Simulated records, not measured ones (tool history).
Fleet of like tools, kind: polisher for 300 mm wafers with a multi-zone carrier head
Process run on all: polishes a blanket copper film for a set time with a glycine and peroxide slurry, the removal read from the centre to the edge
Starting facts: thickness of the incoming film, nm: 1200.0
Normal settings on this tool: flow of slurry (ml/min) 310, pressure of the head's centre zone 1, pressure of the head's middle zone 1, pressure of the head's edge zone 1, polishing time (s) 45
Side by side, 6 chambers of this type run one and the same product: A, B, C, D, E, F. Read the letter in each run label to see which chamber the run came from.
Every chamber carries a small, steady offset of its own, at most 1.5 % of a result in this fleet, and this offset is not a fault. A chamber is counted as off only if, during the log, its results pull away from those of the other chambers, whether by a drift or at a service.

run   hour  flow of slurry (ml/min)  pressure of the head's centre zone  pressure of the head's middle zone  pressure of the head's edge zone  polishing time (s)  wafers polished on this pad  hours since the slurry nozzle was cleaned  hours since the centre zone pressure was calibrated  hours since the edge zone pressure was calibrated  film removed at the wafer's centre (nm)  film removed at mid-radius (nm)  film removed at the wafer's edge (nm)
       0.2  -- chamber F: centre zone pressure recalibrated
      13.1  -- chamber E: worn pad replaced by a new one
 1F   15.4                      310                                   1                                   1                                 1                  45                          927                                      142.6                                                 15.2                                              649.2                                   344.24                           340.59                                 344.12
 2D   25.9                      310                                   1                                   1                                 1                  45                          707                                      382.2                                                393.4                                              317.1                                   348.96                           334.87                                 342.67
 3C   36.3                      310                                   1                                   1                                 1                  45                          765                                      151.5                                                222.8                                              105.5                                   345.75                           346.43                                 347.54
      43.4  -- chamber B: worn pad replaced by a new one
      44.7  -- chamber F: worn pad replaced by a new one
 4A   48.2                      310                                   1                                   1                                 1                  45                          870                                      356.5                                                847.5                                              411.3                                   342.75                              344                                 337.77
 5B   56.5                      310                                   1                                   1                                 1                  45                          202                                      371.2                                                670.9                                              557.9                                   349.48                           341.24                                 346.49
 6E   69.9                      310                                   1                                   1                                 1                  45                          874                                      561.3                                                427.8                                              764.4                                   340.34                           344.31                                 344.21
      74.2  -- chamber C: worn pad replaced by a new one
      80.6  -- chamber D: worn pad replaced by a new one
 7B   84.8                      310                                   1                                   1                                 1                  45                          637                                      399.5                                                699.2                                              586.2                                   348.46                           351.63                                 345.24
      87.4  -- chamber A: worn pad replaced by a new one
 8E   93.5                      310                                   1                                   1                                 1                  45                         1237                                      584.9                                                451.4                                                788                                   346.42                           345.47                                 344.31
 9C  100.6                      310                                   1                                   1                                 1                  45                          406                                      215.8                                                287.1                                              169.8                                   342.78                           339.05                                 343.08
10F  113.8                      310                                   1                                   1                                 1                  45                         1063                                        241                                                113.6                                              747.6                                   345.52                           340.49                                 344.75
     116.6  -- chamber F: slurry nozzle cleaned
     124.3  -- chamber E: worn pad replaced by a new one
11D  127.8                      310                                   1                                   1                                 1                  45                          727                                      484.1                                                495.3                                                419                                   347.56                           337.86                                 345.06
     127.9  -- chamber E: edge zone pressure recalibrated
12A  137.5                      310                                   1                                   1                                 1                  45                          771                                      445.8                                                936.8                                              500.6                                   346.27                           343.84                                 341.51
     142.8  -- chamber F: worn pad replaced by a new one
     143.3  -- chamber B: worn pad replaced by a new one
13D  151.8                      310                                   1                                   1                                 1                  45                         1096                                      508.1                                                519.3                                                443                                   347.24                           341.14                                 345.82
14E  164.4                      310                                   1                                   1                                 1                  45                          617                                      655.8                                                522.3                                               36.5                                   344.84                           345.29                                 343.22
     169.2  -- chamber D: slurry nozzle cleaned
     174.8  -- chamber C: worn pad replaced by a new one
15C  176.6                      310                                   1                                   1                                 1                  45                           27                                      291.8                                                363.1                                              245.8                                      347                           337.03                                 348.05
     179.7  -- chamber D: worn pad replaced by a new one
     186.8  -- chamber A: worn pad replaced by a new one
16B    189                      310                                   1                                   1                                 1                  45                          703                                      503.7                                                803.4                                              690.4                                   346.38                           344.67                                 341.93
17F  196.1                      310                                   1                                   1                                 1                  45                          820                                       79.5                                                195.9                                              829.9                                   345.53                            344.8                                 347.47
18A  206.4                      310                                 1.1                                   1                              1.04                  45                          302                                      514.7                                               1005.7                                              569.5                                   382.64                           347.86                                 347.17
     211.1  -- chamber E: worn pad replaced by a new one
     217.2  -- chamber B: edge zone pressure recalibrated
       218  -- chamber B: centre zone pressure recalibrated
19B  220.9                      310                                 1.1                                   1                              1.04                  45                         1194                                      535.6                                                  2.9                                                3.7                                   386.05                           350.02                                 356.08
20E  235.3                      310                                 1.1                                   1                              1.04                  45                          373                                      726.7                                                593.2                                              107.4                                   381.51                           342.72                                 354.36
     236.9  -- chamber F: worn pad replaced by a new one
21A  243.2                      310                                 1.1                                   1                              1.04                  45                          868                                      551.5                                               1042.5                                              606.3                                   378.61                           346.69                                 344.14
22C  252.2                      310                                 1.1                                   1                              1.04                  45                         1191                                      367.4                                                438.7                                              321.4                                   377.03                           336.94                                  351.9
     253.4  -- chamber C: centre zone pressure recalibrated
     254.4  -- chamber B: worn pad replaced by a new one
     258.1  -- chamber C: slurry nozzle cleaned
     262.2  -- chamber C: worn pad replaced by a new one
     264.4  -- chamber A: slurry nozzle cleaned
23D  267.9                      310                                 1.1                                   1                              1.04                  45                         1358                                       98.8                                                635.4                                              559.1                                   382.62                           339.19                                 353.68
24F  278.8                      310                                   1                                   1                                 1                  45                          645                                      162.2                                                278.6                                              912.6                                   346.93                           346.25                                 343.38
     284.6  -- chamber A: centre zone pressure recalibrated
       288  -- chamber D: worn pad replaced by a new one
     291.9  -- chamber A: worn pad replaced by a new one
25F    295                      310                                   1                                   1                              0.94                  45                          894                                      178.4                                                294.8                                              928.8                                    345.3                           343.32                                 332.88
     296.4  -- chamber E: worn pad replaced by a new one
26C  306.7                      310                                   1                                   1                              0.94                  45                          684                                       48.6                                                 53.3                                              375.9                                   347.62                           338.21                                  341.4
     310.2  -- chamber E: slurry nozzle cleaned
27E  321.6                      310                                   1                                   1                              0.94                  45                          388                                       11.4                                                679.5                                              193.7                                   341.19                           342.29                                 334.89
     322.1  -- chamber E: centre zone pressure recalibrated
     334.2  -- chamber F: worn pad replaced by a new one
28A    336                      310                                   1                                   1                              0.94                  45                          679                                       71.7                                                 51.4                                              699.1                                   340.59                           349.22                                 333.82
     349.8  -- chamber F: slurry nozzle cleaned
29B  351.7                      310                                   1                                   1                              0.94                  45                         1497                                      666.4                                                133.7                                              134.5                                   347.68                           340.34                                  334.6
     359.1  -- chamber B: worn pad replaced by a new one
30D  366.1                      310                                   1                                   1                              0.94                  45                         1202                                        197                                                733.6                                              657.3                                   343.78                           344.81                                 334.86
     369.1  -- chamber C: worn pad replaced by a new one
     378.3  -- chamber D: worn pad replaced by a new one
31E  379.9                      310                                   1                                   1                                 1                  45                         1285                                       69.7                                                 57.8                                                252                                   344.72                           345.81                                  352.2
     382.4  -- chamber A: worn pad replaced by a new one
32D    392                      220                                   1                                1.05                                 1                  45                          212                                      222.9                                                759.5                                              683.2                                    334.3                           343.54                                 335.31
33B  402.6                      220                                   1                                1.05                                 1                  45                          670                                      717.3                                                184.6                                              185.4                                   332.78                           350.45                                  339.7
34A  417.6                      220                                   1                                1.05                                 1                  45                          542                                      153.3                                                  133                                              780.7                                   326.34                           343.91                                  332.8
     428.4  -- chamber F: worn pad replaced by a new one
35C  430.4                      220                                   1                                1.05                                 1                  45                          943                                      172.3                                                  177                                              499.6                                   330.16                            339.1                                 337.68
36F  439.8                      220                                   1                                1.05                                 1                  45                          176                                         90                                                439.6                                             1073.6                                   331.97                           339.87                                 336.13
37F  448.6                      220                                   1                                1.05                                 1                  45                          311                                       98.8                                                448.4                                             1082.4                                   328.13                           345.04                                 334.83
     456.4  -- chamber B: worn pad replaced by a new one
38D  457.6                      310                                1.09                                   1                                 1                  57                         1221                                      288.5                                                825.1                                              748.8                                   479.71                           436.51                                 433.44
39A  471.6                      310                                1.09                                   1                                 1                  57                         1373                                      207.3                                                  187                                              834.7                                   474.61                           445.94                                 429.06
40B  486.1                      310                                1.09                                   1                                 1                  57                          457                                      800.8                                                268.1                                              268.9                                   485.01                           444.94                                 440.64

Read the log: is a single chamber off, either drifting away or since a service, is the gauge that measures every chamber drifting, or is nothing wrong beyond small per-chamber offsets? Name any odd chamber and what most likely caused it.

No chamber stands off beyond its own small offset, and the gauge holds steady.
